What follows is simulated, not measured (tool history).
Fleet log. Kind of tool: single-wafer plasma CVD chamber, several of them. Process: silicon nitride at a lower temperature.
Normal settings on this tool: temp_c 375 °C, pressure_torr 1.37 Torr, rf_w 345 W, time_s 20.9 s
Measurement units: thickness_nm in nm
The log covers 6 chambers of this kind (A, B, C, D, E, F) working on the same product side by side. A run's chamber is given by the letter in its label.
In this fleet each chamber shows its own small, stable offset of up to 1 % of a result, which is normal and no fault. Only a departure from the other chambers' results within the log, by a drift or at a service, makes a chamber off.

| run | hour | temp_c | pressure_torr | rf_w | time_s | read-back reference wafer on the same gauge, thickness_nm | thickness_nm |
|---|---|---|---|---|---|---|---|
|  | 3.5 | chamber F: thermocouple changed; heater temperature recalibrated |
| 1A | 3.9 | 375 | 1.37 | 345 | 20.9 | 27.081 | 25.664 |
| 2B | 8.8 | 375 | 1.37 | 345 | 20.9 | 27.084 | 25.444 |
| 3C | 13 | 375 | 1.37 | 345 | 20.9 | 27.094 | 25.336 |
| 4F | 18.9 | 375 | 1.37 | 345 | 20.9 | 27.088 | 25.6 |
|  | 20.7 | chamber E: RF generator calibrated |
| 5E | 24.9 | 375 | 1.37 | 345 | 20.9 | 27.098 | 25.461 |
| 6D | 29.7 | 375 | 1.37 | 345 | 20.9 | 27.067 | 25.464 |
| 7A | 35.7 | 375 | 1.37 | 345 | 20.9 | 27.111 | 25.624 |
| 8B | 41.2 | 375 | 1.37 | 280 | 16.8 | 27.099 | 17.926 |
| 9E | 45 | 375 | 1.37 | 280 | 16.8 | 27.097 | 17.814 |
| 10C | 50.2 | 375 | 1.37 | 280 | 16.8 | 27.087 | 17.892 |
| 11D | 53.3 | 375 | 1.37 | 280 | 16.8 | 27.088 | 17.736 |
|  | 54.1 | chamber C: thermocouple changed; heater temperature recalibrated |
| 12F | 58.3 | 375 | 1.37 | 280 | 16.8 | 27.116 | 17.882 |
| 13D | 63.1 | 375 | 1.37 | 280 | 16.8 | 27.092 | 17.757 |
| 14C | 66.6 | 375 | 1.37 | 345 | 20.9 | 27.116 | 25.371 |
| 15E | 69.3 | 375 | 1.37 | 345 | 17.1 | 27.12 | 20.977 |
| 16F | 72.6 | 375 | 1.37 | 345 | 17.1 | 27.08 | 20.991 |
| 17A | 77.5 | 375 | 1.37 | 345 | 17.1 | 27.095 | 20.932 |
| 18B | 82.2 | 375 | 1.37 | 345 | 17.1 | 27.075 | 20.728 |
| 19E | 85.5 | 375 | 1.37 | 345 | 17.1 | 27.103 | 20.926 |
| 20A | 90.5 | 375 | 1.37 | 345 | 17.1 | 27.089 | 21.033 |
| 21C | 94.9 | 375 | 1.37 | 345 | 20.9 | 27.102 | 25.538 |
| 22F | 100 | 370 | 1.37 | 345 | 17.1 | 27.078 | 21.033 |
| 23B | 103.3 | 370 | 1.37 | 345 | 17.1 | 27.08 | 21.069 |
|  | 105.5 | chamber A: thermocouple changed; heater temperature recalibrated |
| 24D | 107.2 | 370 | 1.37 | 345 | 17.1 | 27.096 | 20.784 |
| 25B | 113 | 370 | 1.37 | 345 | 17.1 | 27.09 | 21.015 |
| 26E | 119 | 370 | 1.37 | 345 | 17.1 | 27.098 | 20.852 |
| 27A | 122.3 | 370 | 1.37 | 345 | 17.1 | 27.123 | 21.219 |
| 28F | 126.9 | 375 | 1.37 | 345 | 20.9 | 27.104 | 25.586 |
| 29C | 132.4 | 375 | 1.37 | 345 | 20.9 | 27.109 | 25.499 |
| 30D | 136.5 | 375 | 1.37 | 345 | 20.9 | 27.102 | 25.515 |
| 31D | 139.7 | 375 | 1.37 | 345 | 20.9 | 27.12 | 25.568 |
| 32C | 142.7 | 375 | 1.37 | 345 | 20.9 | 27.087 | 25.514 |
| 33E | 145.8 | 375 | 1.37 | 345 | 20.9 | 27.123 | 25.505 |
| 34F | 150.7 | 375 | 1.37 | 345 | 20.9 | 27.103 | 25.734 |
| 35B | 156.7 | 375 | 1.37 | 345 | 20.9 | 27.092 | 25.484 |
| 36A | 159.7 | 375 | 1.37 | 345 | 20.9 | 27.099 | 25.631 |
| 37E | 164 | 375 | 1.37 | 345 | 20.9 | 27.135 | 25.509 |
| 38B | 169.4 | 365 | 1.37 | 345 | 20.9 | 27.112 | 25.623 |
| 39D | 175.5 | 365 | 1.37 | 345 | 20.9 | 27.083 | 25.426 |
| 40C | 180.4 | 365 | 1.37 | 345 | 20.9 | 27.114 | 25.546 |

Each of the 6 chambers runs these same settings next. Fill in every chamber's results:
| 41A | 184.8 | 375 | 1.37 | 345 | 20.9 |  | ? |
| 41B | 184.8 | 375 | 1.37 | 345 | 20.9 |  | ? |
| 41C | 184.8 | 375 | 1.37 | 345 | 20.9 |  | ? |
| 41D | 184.8 | 375 | 1.37 | 345 | 20.9 |  | ? |
| 41E | 184.8 | 375 | 1.37 | 345 | 20.9 |  | ? |
| 41F | 184.8 | 375 | 1.37 | 345 | 20.9 |  | ? |

| run | thickness_nm |
|---|---|
| 41A | 25.779 |
| 41B | 25.565 |
| 41C | 25.47 |
| 41D | 25.229 |
| 41E | 25.494 |
| 41F | 25.648 |
